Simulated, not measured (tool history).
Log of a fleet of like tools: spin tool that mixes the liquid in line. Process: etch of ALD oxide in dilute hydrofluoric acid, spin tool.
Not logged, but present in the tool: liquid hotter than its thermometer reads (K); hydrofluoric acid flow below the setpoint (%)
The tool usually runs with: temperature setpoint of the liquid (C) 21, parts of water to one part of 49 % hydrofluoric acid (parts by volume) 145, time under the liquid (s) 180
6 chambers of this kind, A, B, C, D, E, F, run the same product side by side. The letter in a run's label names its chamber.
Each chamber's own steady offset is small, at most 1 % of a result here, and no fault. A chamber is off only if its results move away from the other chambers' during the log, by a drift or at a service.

run,hour,temperature setpoint of the liquid (C),parts of water to one part of 49 % hydrofluoric acid (parts by volume),time under the liquid (s),hours since the thermometer was replaced,hours since the hydrofluoric acid flow meter was replaced,"read-back film thickness of the ALD oxide reference wafer, read on the same gauge (nm)",thickness taken off the ALD oxide on a monitor wafer (Å)
1F,9.9,21,145,180,706.8,196.8,120.02,102.06
2B,21,21,145,180,263.4,1276,120.02,101.67
3A,33.8,21,145,180,467.3,431.2,119.99,104.08
4D,41.7,21,145,180,543.2,774.6,120,103.88
5E,50.9,21,145,180,408.4,891.6,119.99,103.53
6C,63.5,21,145,180,1117.8,758.1,120,102
7F,74.5,21,145,180,771.4,261.4,119.98,102.91
8D,87.6,21,145,180,589.1,820.5,119.98,102.29
9C,94.4,21,145,180,1148.7,789,119.98,102.95
10A,104.8,21,145,180,538.3,502.2,120.01,104.44
# hour 113: chamber D: hydrofluoric acid flow meter replaced
11B,115.7,21,145,180,358.1,1370.7,120.02,103.9
12E,122.1,17,145,250,479.6,962.8,119.99,121.69
13E,135.7,17,145,250,493.2,976.4,119.98,122.11
14F,145.1,17,145,250,842,332,120.01,123.91
15B,154.9,17,145,250,397.3,1409.9,120.01,120.93
16D,164.5,17,145,250,666,51.5,120.01,120.32
17C,173.4,17,145,250,1227.7,868,120,122.48
18A,186.4,21,145,180,619.9,583.8,120.01,102.18
19A,194,21,145,180,627.5,591.4,119.99,102.89
20B,200.5,21,145,180,442.9,1455.5,120,102.97
21F,214.1,21,145,180,911,401,119.99,105.07
22D,221.4,21,190,180,722.9,108.4,120.02,75.005
23E,235.1,21,190,180,592.6,1075.8,120,74.976
24C,246.8,21,190,180,1301.1,941.4,119.98,73.829
# hour 252.5: chamber B: thermometer replaced
# hour 252.8: chamber E: hydrofluoric acid flow meter replaced
25F,260,21,190,180,956.9,446.9,120.02,77.245
26C,269.9,21,190,180,1324.2,964.5,120.04,73.128
27D,282.7,21,190,180,784.2,169.7,120.01,75.405
28B,288.8,21,145,180,36.4,1543.8,119.98,102.57
29E,298.6,17.5,110,180,656.1,45.9,120,123.13
30A,308.3,17.5,110,180,741.8,705.7,119.98,122.75
31A,314.7,17.5,110,180,748.2,712.1,119.99,122.13
32C,324.7,17.5,110,180,1379,1019.3,120.01,122.59
33F,335.3,17.5,110,180,1032.2,522.2,119.99,129.11
34E,348.1,17.5,110,180,705.6,95.4,120,125.65
35B,358.5,21,145,180,106.1,1613.5,120,101.3
36D,364.9,21,145,180,866.4,251.9,119.99,102.16
37C,373.4,21,145,180,1427.7,1068,119.99,101.45
38E,387.3,21,145,180,744.8,134.6,120.02,103.69
39D,400.7,24,145,120,902.2,287.7,120,77.415
40A,414.4,24,145,120,847.9,811.8,120,77.174

Next, every chamber runs the same settings. What will each give?
41A,424.6,21,145,180,,,,?
41B,424.6,21,145,180,,,,?
41C,424.6,21,145,180,,,,?
41D,424.6,21,145,180,,,,?
41E,424.6,21,145,180,,,,?
41F,424.6,21,145,180,,,,?

run,thickness taken off the ALD oxide on a monitor wafer (Å)
41A,102.44
41B,99.545
41C,101.13
41D,103.89
41E,103.17
41F,108.89
